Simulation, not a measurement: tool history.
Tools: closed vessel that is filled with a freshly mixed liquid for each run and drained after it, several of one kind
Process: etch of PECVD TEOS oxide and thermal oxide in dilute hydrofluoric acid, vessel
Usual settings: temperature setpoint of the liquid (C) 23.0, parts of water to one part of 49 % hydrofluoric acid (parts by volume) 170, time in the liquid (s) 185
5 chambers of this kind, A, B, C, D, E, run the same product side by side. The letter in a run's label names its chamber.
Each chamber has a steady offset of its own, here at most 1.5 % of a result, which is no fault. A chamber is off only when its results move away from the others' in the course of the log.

run	hour	temperature setpoint of the liquid (C)	parts of water to one part of 49 % hydrofluoric acid (parts by volume)	time in the liquid (s)	read-back film thickness of the PECVD TEOS oxide reference wafer, read on the same gauge (nm)	read-back film thickness of the thermal oxide reference wafer, read on the same gauge (nm)	thickness taken off the PECVD TEOS oxide on a monitor wafer (nm)	thickness taken off the thermal oxide on a monitor wafer (nm)
1D	13.9	23.0	170	185	119.98	120.04	15.553	4.4673
2C	21.8	23.0	170	185	119.99	120.02	15.333	4.5290
3E	32.5	23.0	170	185	120.00	120.03	15.687	4.5448
# hour 34.2: chamber E: thermometer replaced
4B	43.4	23.0	170	185	119.98	120.00	15.474	4.4713
5A	52.5	23.0	170	185	120.03	119.99	15.596	4.4609
6C	63.1	23.0	170	185	120.04	119.99	15.620	4.5058
7A	70.1	23.0	170	185	120.02	120.03	15.708	4.4775
# hour 76.6: chamber A: hydrofluoric acid flow meter replaced
8B	83.2	23.0	100	80	119.97	119.99	12.157	3.5567
9E	94.8	23.0	100	80	119.99	120.00	12.494	3.6711
10D	101.7	23.0	100	80	119.99	119.99	12.222	3.5617
# hour 102.4: chamber C: thermometer replaced
11A	109.2	23.0	100	80	120.02	119.99	12.580	3.6501
12E	123.2	23.0	100	80	119.97	119.97	12.574	3.6424
13D	136.3	23.0	170	185	120.00	120.01	15.536	4.5232
14C	144.0	23.0	170	185	119.99	120.02	15.450	4.4807
15B	155.6	23.0	170	185	119.99	119.99	15.533	4.4990
16C	169.0	23.0	170	185	119.98	120.02	15.372	4.5139
17B	183.4	23.0	120	185	119.98	119.98	23.072	6.7576
# hour 190.1: chamber D: thermometer replaced
18A	195.9	23.0	120	185	119.95	119.97	23.714	6.8361
19D	210.9	23.0	120	185	120.01	120.04	22.907	6.6463
20E	224.2	23.0	120	185	119.97	120.02	23.611	6.8981
21B	239.2	23.0	120	185	120.02	119.95	22.990	6.6590
22D	253.1	23.0	170	185	119.95	119.99	15.470	4.5084
23C	262.0	23.0	170	185	120.00	119.98	15.454	4.4724
24A	277.2	23.0	170	185	119.98	120.01	15.692	4.5007
25E	288.9	23.0	170	185	119.96	120.00	15.714	4.5681
26C	296.7	23.0	170	185	120.00	119.98	15.467	4.5243
27D	305.4	23.0	170	185	119.97	120.00	15.451	4.4867
28B	315.9	23.0	170	185	120.04	119.97	15.466	4.5265
29A	326.1	23.0	170	185	120.00	120.00	15.626	4.5143
30E	332.9	23.0	170	185	119.98	120.02	15.632	4.5348
31E	340.5	23.0	170	185	120.01	120.04	15.640	4.5308
32D	353.3	23.0	170	185	120.02	119.96	15.511	4.4679
33A	361.7	23.0	170	185	120.00	119.99	15.668	4.5102
34C	375.2	23.0	170	185	119.99	120.01	15.344	4.4972
35B	389.8	23.0	170	185	119.98	120.01	15.327	4.5079
36E	399.7	23.0	170	185	119.97	119.98	15.572	4.5534
37B	409.1	23.0	170	185	119.96	120.03	15.382	4.5435
38D	417.2	23.0	170	185	120.04	120.02	15.410	4.4471
39C	428.6	23.0	170	185	120.01	120.00	15.391	4.5086
40A	438.7	23.0	170	185	120.01	120.01	15.690	4.5710
41B	451.6	23.0	170	185	120.04	120.02	15.543	4.4914
42A	465.2	23.0	170	185	119.99	120.00	15.659	4.4886
43E	474.7	23.0	170	185	120.00	120.02	15.656	4.5333

Next, every chamber runs the same settings. What will each give?
44A	485.8	25.5	170	185			?	?
44B	485.8	25.5	170	185			?	?
44C	485.8	25.5	170	185			?	?
44D	485.8	25.5	170	185			?	?
44E	485.8	25.5	170	185			?	?

run	thickness taken off the PECVD TEOS oxide on a monitor wafer (nm)	thickness taken off the thermal oxide on a monitor wafer (nm)
44A	17.230	4.9639
44B	16.976	4.9493
44C	16.846	4.9180
44D	16.941	4.9223
44E	17.065	4.9589
